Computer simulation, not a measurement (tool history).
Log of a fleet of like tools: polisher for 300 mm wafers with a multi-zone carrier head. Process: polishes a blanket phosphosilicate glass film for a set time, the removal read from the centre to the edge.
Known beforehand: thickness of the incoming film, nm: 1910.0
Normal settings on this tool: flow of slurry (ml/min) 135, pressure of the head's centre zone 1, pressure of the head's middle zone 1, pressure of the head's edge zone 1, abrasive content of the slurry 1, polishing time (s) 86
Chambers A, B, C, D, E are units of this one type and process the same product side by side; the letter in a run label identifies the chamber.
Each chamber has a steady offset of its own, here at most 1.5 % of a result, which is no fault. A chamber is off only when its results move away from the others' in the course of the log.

| run | hour | flow of slurry (ml/min) | pressure of the head's centre zone | pressure of the head's middle zone | pressure of the head's edge zone | abrasive content of the slurry | polishing time (s) | film removed at the wafer's centre (Å) | film removed at mid-radius (Å) | film removed at the wafer's edge (Å) |
|---|---|---|---|---|---|---|---|---|---|---|
|  | 2.3 | chamber A: worn pad replaced by a new one |
| 1E | 7.6 | 135 | 1 | 1 | 1 | 1 | 86 | 4868.2 | 5001.1 | 4921.1 |
| 2B | 12.9 | 135 | 1 | 1 | 1 | 1 | 86 | 4907.6 | 4856.1 | 4907.8 |
|  | 13 | chamber C: worn pad replaced by a new one |
| 3A | 19.5 | 135 | 1 | 1 | 1 | 1 | 86 | 4937.3 | 4815.2 | 4902.3 |
|  | 24.7 | chamber E: worn pad replaced by a new one |
| 4C | 26.8 | 135 | 1 | 1 | 1 | 1 | 86 | 4930.8 | 4913.7 | 4943.6 |
| 5D | 34.4 | 135 | 1 | 1 | 1 | 1 | 86 | 4921.1 | 4819.4 | 4839.7 |
|  | 38.5 | chamber B: worn pad replaced by a new one |
| 6D | 40 | 135 | 1.1 | 1 | 1 | 1 | 86 | 5514.3 | 4891.9 | 4873.7 |
| 7B | 46.1 | 135 | 1.1 | 1 | 1 | 1 | 86 | 5428.2 | 4947.6 | 4901 |
| 8E | 51.9 | 135 | 1.1 | 1 | 1 | 1 | 86 | 5398 | 4888.2 | 4831.9 |
| 9A | 57.7 | 135 | 1.1 | 1 | 1 | 1 | 86 | 5429.6 | 4923.3 | 4895.8 |
| 10C | 61.1 | 135 | 1.1 | 1 | 1 | 1 | 86 | 5490.6 | 4880.1 | 4875.6 |
|  | 63.6 | chamber C: worn pad replaced by a new one |
| 11B | 65.1 | 135 | 1 | 1 | 1 | 1 | 86 | 4826.4 | 5067.9 | 4924.2 |
| 12A | 68.8 | 135 | 1 | 1 | 1 | 1 | 86 | 4925.8 | 4911.3 | 4862.5 |
|  | 68.9 | chamber D: worn pad replaced by a new one |
|  | 70.3 | chamber E: worn pad replaced by a new one |
| 13C | 75.2 | 135 | 0.9 | 1.08 | 1 | 1 | 86 | 4402.9 | 5183.6 | 4950.5 |
| 14D | 80.9 | 135 | 0.9 | 1.08 | 1 | 1 | 86 | 4479 | 5427.3 | 4930.6 |
| 15E | 87.2 | 135 | 0.9 | 1.08 | 1 | 1 | 86 | 4290.8 | 5173.2 | 4833.7 |
|  | 91.6 | chamber A: worn pad replaced by a new one |
| 16B | 94 | 135 | 0.9 | 1.08 | 1 | 1 | 86 | 4393.6 | 5418.1 | 4914.3 |
| 17D | 99 | 135 | 0.9 | 1.08 | 1 | 1 | 86 | 4439.9 | 5158.6 | 4936.4 |
| 18A | 105.5 | 135 | 1 | 1 | 1 | 1 | 86 | 4940.3 | 4920.3 | 4883.6 |
| 19C | 111.2 | 135 | 1 | 1 | 1 | 1 | 86 | 4955.7 | 4877.4 | 4974.4 |
|  | 114.3 | chamber B: worn pad replaced by a new one |
| 20E | 118.2 | 135 | 1 | 1 | 1 | 1 | 86 | 4677.7 | 4772.3 | 4728.3 |
|  | 121.8 | chamber D: centre zone pressure recalibrated |
|  | 122.7 | chamber C: worn pad replaced by a new one |
| 21D | 125.1 | 135 | 1 | 1 | 1 | 1 | 86 | 4983.5 | 4903.3 | 4951.2 |
|  | 127.3 | chamber E: worn pad replaced by a new one |
| 22C | 131.7 | 135 | 1 | 1 | 1 | 1 | 86 | 4980.2 | 4944.4 | 4902.2 |
| 23A | 135.6 | 135 | 1 | 1 | 1 | 1 | 86 | 4867.2 | 4932.2 | 4978.9 |
| 24E | 139.1 | 135 | 1 | 1 | 1 | 1 | 86 | 4582.5 | 4638.3 | 4711.9 |
| 25B | 143.6 | 135 | 1 | 1 | 1 | 1 | 86 | 4899.4 | 5048.6 | 4982.8 |
| 26D | 148.9 | 135 | 1 | 1 | 1 | 1 | 86 | 4933 | 4854.2 | 4920 |
|  | 149.2 | chamber A: centre zone pressure recalibrated |
|  | 151.2 | chamber D: worn pad replaced by a new one |
| 27B | 154.8 | 135 | 1 | 1 | 1 | 1 | 86 | 4945.9 | 4898.2 | 4875.8 |
| 28C | 159.2 | 135 | 1 | 1 | 1 | 1 | 86 | 4895.9 | 4928.3 | 4923.2 |
| 29E | 164.3 | 135 | 1 | 1 | 1 | 1 | 86 | 4568.2 | 4581.3 | 4726.2 |
| 30A | 170.8 | 135 | 1 | 1.06 | 0.9 | 1 | 86 | 4955.7 | 5244.8 | 4730.5 |
|  | 173.9 | chamber C: slurry nozzle cleaned |
| 31D | 174.3 | 135 | 1 | 1.06 | 0.9 | 1 | 86 | 4887.3 | 5164 | 4712.6 |
|  | 174.7 | chamber E: worn pad replaced by a new one |
|  | 174.8 | chamber C: worn pad replaced by a new one |
|  | 178.4 | chamber B: worn pad replaced by a new one |
| 32B | 180.2 | 135 | 1 | 1.06 | 0.9 | 1 | 86 | 4897.3 | 5060.4 | 4573.8 |
| 33A | 184.6 | 135 | 1 | 1.06 | 0.9 | 1 | 86 | 4901.4 | 5257.4 | 4667.6 |
| 34E | 191 | 135 | 1 | 1.06 | 0.9 | 1 | 86 | 4453.4 | 4738.2 | 4380.9 |
| 35C | 198.6 | 135 | 1 | 1 | 1 | 1 | 86 | 5030.7 | 5018.8 | 4907.5 |
| 36B | 203.3 | 135 | 1 | 1 | 1 | 1 | 86 | 4837.3 | 4865.2 | 4887.1 |

Has any chamber moved away from the others, gradually or after a service, or does the common gauge drift, or do the chambers differ only by their own small steady offsets? State the chamber and the most likely cause if one applies.

It is chamber E that slowly wanders off from its peers.
Cause: slurry flow missing at the pad, % = 31.9.

Chamber E could run next with any of the 4 candidate recipes listed below; each alters the usual settings, and their results appear as question marks. Which one brings its results back in line with what the other chambers deliver on the usual settings?
Counts as in line when no further than this from what the other chambers average on the usual settings: film removed at the wafer's centre (Å) 140; film removed at mid-radius (Å) 240; film removed at the wafer's edge (Å) 180
| 37E-1 | 208.9 | 145 | 1.03 | 1.02 | 0.98 | 1 | 92 | ? | ? | ? |
| 37E-2 | 208.9 | 130 | 0.97 | 0.99 | 1.02 | 1 | 80 | ? | ? | ? |
| 37E-3 | 208.9 | 135 | 0.99 | 0.99 | 1.01 | 1 | 84 | ? | ? | ? |
| 37E-4 | 208.9 | 135 | 1.01 | 1.01 | 0.99 | 1 | 88 | ? | ? | ? |

Average result of the remaining chambers running the usual settings: film removed at the wafer's centre (Å) 4933.6; film removed at mid-radius (Å) 4933.7; film removed at the wafer's edge (Å) 4893.2
| run | film removed at the wafer's centre (Å) | film removed at mid-radius (Å) | film removed at the wafer's edge (Å) |
|---|---|---|---|
| 37E-1 | 4947 | 4949.1 | 4891.7 |
| 37E-2 | 3884.4 | 4056.5 | 4254 |
| 37E-3 | 4225.2 | 4307.7 | 4477.2 |
| 37E-4 | 4524 | 4596.3 | 4640.2 |
With 37E-1, the chamber falls back in line with the rest.

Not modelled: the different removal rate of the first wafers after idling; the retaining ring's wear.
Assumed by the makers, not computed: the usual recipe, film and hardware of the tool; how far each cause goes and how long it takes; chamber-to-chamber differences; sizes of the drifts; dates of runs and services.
